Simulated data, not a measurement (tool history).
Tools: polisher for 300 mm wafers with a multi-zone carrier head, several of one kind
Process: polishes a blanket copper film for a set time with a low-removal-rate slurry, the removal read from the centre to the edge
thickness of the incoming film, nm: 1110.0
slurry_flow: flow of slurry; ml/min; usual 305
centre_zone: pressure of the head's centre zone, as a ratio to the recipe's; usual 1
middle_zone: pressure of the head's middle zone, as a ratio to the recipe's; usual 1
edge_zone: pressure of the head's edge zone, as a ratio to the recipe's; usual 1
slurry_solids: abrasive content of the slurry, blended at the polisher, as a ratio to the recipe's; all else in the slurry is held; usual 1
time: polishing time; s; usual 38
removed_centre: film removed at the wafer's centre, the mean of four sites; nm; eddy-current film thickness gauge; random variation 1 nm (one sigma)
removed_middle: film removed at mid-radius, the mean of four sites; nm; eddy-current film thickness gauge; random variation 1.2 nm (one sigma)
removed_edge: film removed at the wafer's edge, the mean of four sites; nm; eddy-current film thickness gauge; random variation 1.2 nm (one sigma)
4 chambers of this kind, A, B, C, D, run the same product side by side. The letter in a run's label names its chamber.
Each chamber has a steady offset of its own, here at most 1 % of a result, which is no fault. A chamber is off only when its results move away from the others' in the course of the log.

| run | hour | slurry_flow | centre_zone | middle_zone | edge_zone | slurry_solids | time | wafers polished on this pad | hours since the slurry nozzle was cleaned | hours since the centre zone pressure was calibrated | hours since the edge zone pressure was calibrated | removed_centre | removed_middle | removed_edge |
|---|---|---|---|---|---|---|---|---|---|---|---|---|---|---|
|  | 3.9 | chamber B: worn pad replaced by a new one |
| 1B | 7.9 | 305 | 1 | 1 | 1 | 1 | 38 | 72 | 185 | 270.4 | 14.5 | 94.284 | 94.899 | 96.206 |
| 2D | 14.8 | 305 | 1 | 1 | 1 | 1 | 38 | 675 | 16.8 | 1373.7 | 44.9 | 95.606 | 95.241 | 95.865 |
| 3C | 21.9 | 305 | 1 | 1 | 1 | 1 | 38 | 466 | 526.7 | 865.3 | 583.5 | 95.828 | 95.539 | 96.109 |
| 4A | 30 | 305 | 1 | 1 | 1 | 1 | 38 | 1145 | 430.6 | 835.7 | 62.6 | 95.956 | 96.764 | 95.419 |
|  | 31 | chamber A: worn pad replaced by a new one |
|  | 31.1 | chamber D: worn pad replaced by a new one |
| 5A | 33.9 | 305 | 1 | 1 | 1 | 1 | 38 | 52 | 434.5 | 839.6 | 66.5 | 95.358 | 94.398 | 95.853 |
| 6D | 37.7 | 305 | 1 | 1 | 1 | 1 | 38 | 120 | 39.7 | 1396.6 | 67.8 | 95.321 | 94.62 | 96.081 |
| 7B | 45.7 | 305 | 1 | 1.09 | 1 | 1 | 33 | 752 | 222.8 | 308.2 | 52.3 | 82.285 | 91.27 | 79.994 |
| 8C | 52 | 305 | 1 | 1.09 | 1 | 1 | 33 | 1008 | 556.8 | 895.4 | 613.6 | 84.158 | 89.691 | 83.324 |
|  | 55.4 | chamber D: centre zone pressure recalibrated |
| 9A | 60.4 | 305 | 1 | 1.09 | 1 | 1 | 33 | 529 | 461 | 866.1 | 93 | 81.958 | 86.799 | 82.131 |
|  | 63.1 | chamber B: worn pad replaced by a new one |
|  | 63.4 | chamber C: worn pad replaced by a new one |
| 10D | 64.2 | 305 | 1 | 1.09 | 1 | 1 | 33 | 596 | 66.2 | 8.9 | 94.3 | 81.851 | 87.584 | 82.397 |
|  | 66.1 | chamber A: centre zone pressure recalibrated |
| 11C | 70.9 | 305 | 1 | 1 | 1 | 1 | 38 | 135 | 575.7 | 914.3 | 632.5 | 94.821 | 94.636 | 97.792 |
|  | 74 | chamber D: worn pad replaced by a new one |
| 12B | 76.3 | 305 | 1 | 1 | 1 | 1 | 38 | 237 | 253.4 | 338.8 | 82.9 | 95.737 | 95.295 | 95.862 |
| 13C | 83.7 | 305 | 1 | 1 | 1 | 1 | 50 | 365 | 588.5 | 927.1 | 645.3 | 124.84 | 125.71 | 126.44 |
| 14D | 91.5 | 305 | 1 | 1 | 1 | 1 | 50 | 316 | 93.5 | 36.2 | 121.6 | 126.2 | 125.49 | 126.73 |
| 15B | 99.9 | 305 | 1 | 1 | 1 | 1 | 50 | 662 | 277 | 362.4 | 106.5 | 121.46 | 124 | 125.47 |
|  | 100.5 | chamber B: centre zone pressure recalibrated |
| 16A | 105.6 | 305 | 1 | 1 | 1 | 1 | 50 | 1342 | 506.2 | 39.5 | 138.2 | 116.64 | 123.95 | 124.99 |
|  | 109.1 | chamber A: worn pad replaced by a new one |
| 17D | 109.5 | 305 | 1 | 1 | 1 | 1.1 | 38 | 640 | 111.5 | 54.2 | 139.6 | 96.339 | 99.052 | 98.602 |
| 18C | 113.9 | 305 | 1 | 1 | 1 | 1.1 | 38 | 908 | 618.7 | 957.3 | 675.5 | 96.223 | 95.338 | 96.279 |
|  | 116.2 | chamber B: worn pad replaced by a new one |
|  | 117.5 | chamber D: worn pad replaced by a new one |
| 19B | 118.7 | 305 | 1 | 1 | 1 | 1.1 | 38 | 45 | 295.8 | 18.2 | 125.3 | 95.692 | 97.997 | 96.717 |
| 20A | 124.1 | 305 | 1 | 1 | 1 | 1.1 | 38 | 269 | 524.7 | 58 | 156.7 | 90.433 | 96.385 | 96.755 |
|  | 126 | chamber C: worn pad replaced by a new one |
| 21C | 131 | 210 | 1 | 0.93 | 1 | 1 | 38 | 90 | 635.8 | 974.4 | 692.6 | 91.951 | 85.132 | 92.029 |
| 22B | 135.9 | 210 | 1 | 0.93 | 1 | 1 | 38 | 354 | 313 | 35.4 | 142.5 | 90.502 | 87.659 | 90.446 |
| 23D | 143.3 | 210 | 1 | 0.93 | 1 | 1 | 38 | 465 | 145.3 | 88 | 173.4 | 88.249 | 85.881 | 93.316 |
| 24A | 147.3 | 210 | 1 | 0.93 | 1 | 1 | 38 | 687 | 547.9 | 81.2 | 179.9 | 82.862 | 85.269 | 92.522 |
| 25A | 152.8 | 305 | 1 | 1 | 1 | 1 | 38 | 786 | 553.4 | 86.7 | 185.4 | 88.774 | 94.73 | 94.238 |
| 26B | 160.9 | 305 | 1 | 1 | 1 | 1 | 38 | 804 | 338 | 60.4 | 167.5 | 94.444 | 96.388 | 96.481 |
| 27C | 165.9 | 305 | 1 | 1 | 1 | 1 | 38 | 717 | 670.7 | 1009.3 | 727.5 | 93.853 | 94.622 | 94.569 |
|  | 166.4 | chamber D: worn pad replaced by a new one |
| 28D | 170.8 | 305 | 1 | 1 | 1 | 1 | 38 | 80 | 172.8 | 115.5 | 200.9 | 94.806 | 93.652 | 95.134 |
|  | 171.2 | chamber A: worn pad replaced by a new one |
|  | 172.5 | chamber B: worn pad replaced by a new one |
|  | 177.3 | chamber C: worn pad replaced by a new one |
| 29D | 178.5 | 305 | 1 | 1 | 1 | 1 | 38 | 218 | 180.5 | 123.2 | 208.6 | 93.611 | 93.836 | 96.053 |
| 30B | 184 | 305 | 1 | 1 | 1 | 1 | 38 | 207 | 361.1 | 83.5 | 190.6 | 93.791 | 97.36 | 94.899 |
| 31C | 191.3 | 305 | 1 | 1 | 1 | 1 | 38 | 252 | 696.1 | 1034.7 | 752.9 | 95.667 | 92.852 | 94.921 |
| 32A | 199.8 | 305 | 1 | 1 | 1 | 1 | 38 | 515 | 600.4 | 133.7 | 232.4 | 88.982 | 95.831 | 94.034 |

All 4 chambers run these settings next. Forecast each chamber's results:
| 33A | 206 | 305 | 1 | 1 | 1 | 1 | 38 |  |  |  |  | ? | ? | ? |
| 33B | 206 | 305 | 1 | 1 | 1 | 1 | 38 |  |  |  |  | ? | ? | ? |
| 33C | 206 | 305 | 1 | 1 | 1 | 1 | 38 |  |  |  |  | ? | ? | ? |
| 33D | 206 | 305 | 1 | 1 | 1 | 1 | 38 |  |  |  |  | ? | ? | ? |

| run | removed_centre | removed_middle | removed_edge |
|---|---|---|---|
| 33A | 89.117 | 94.299 | 95.125 |
| 33B | 94.474 | 94.428 | 94.146 |
| 33C | 96.986 | 94.706 | 95.325 |
| 33D | 94.323 | 94.645 | 95.522 |
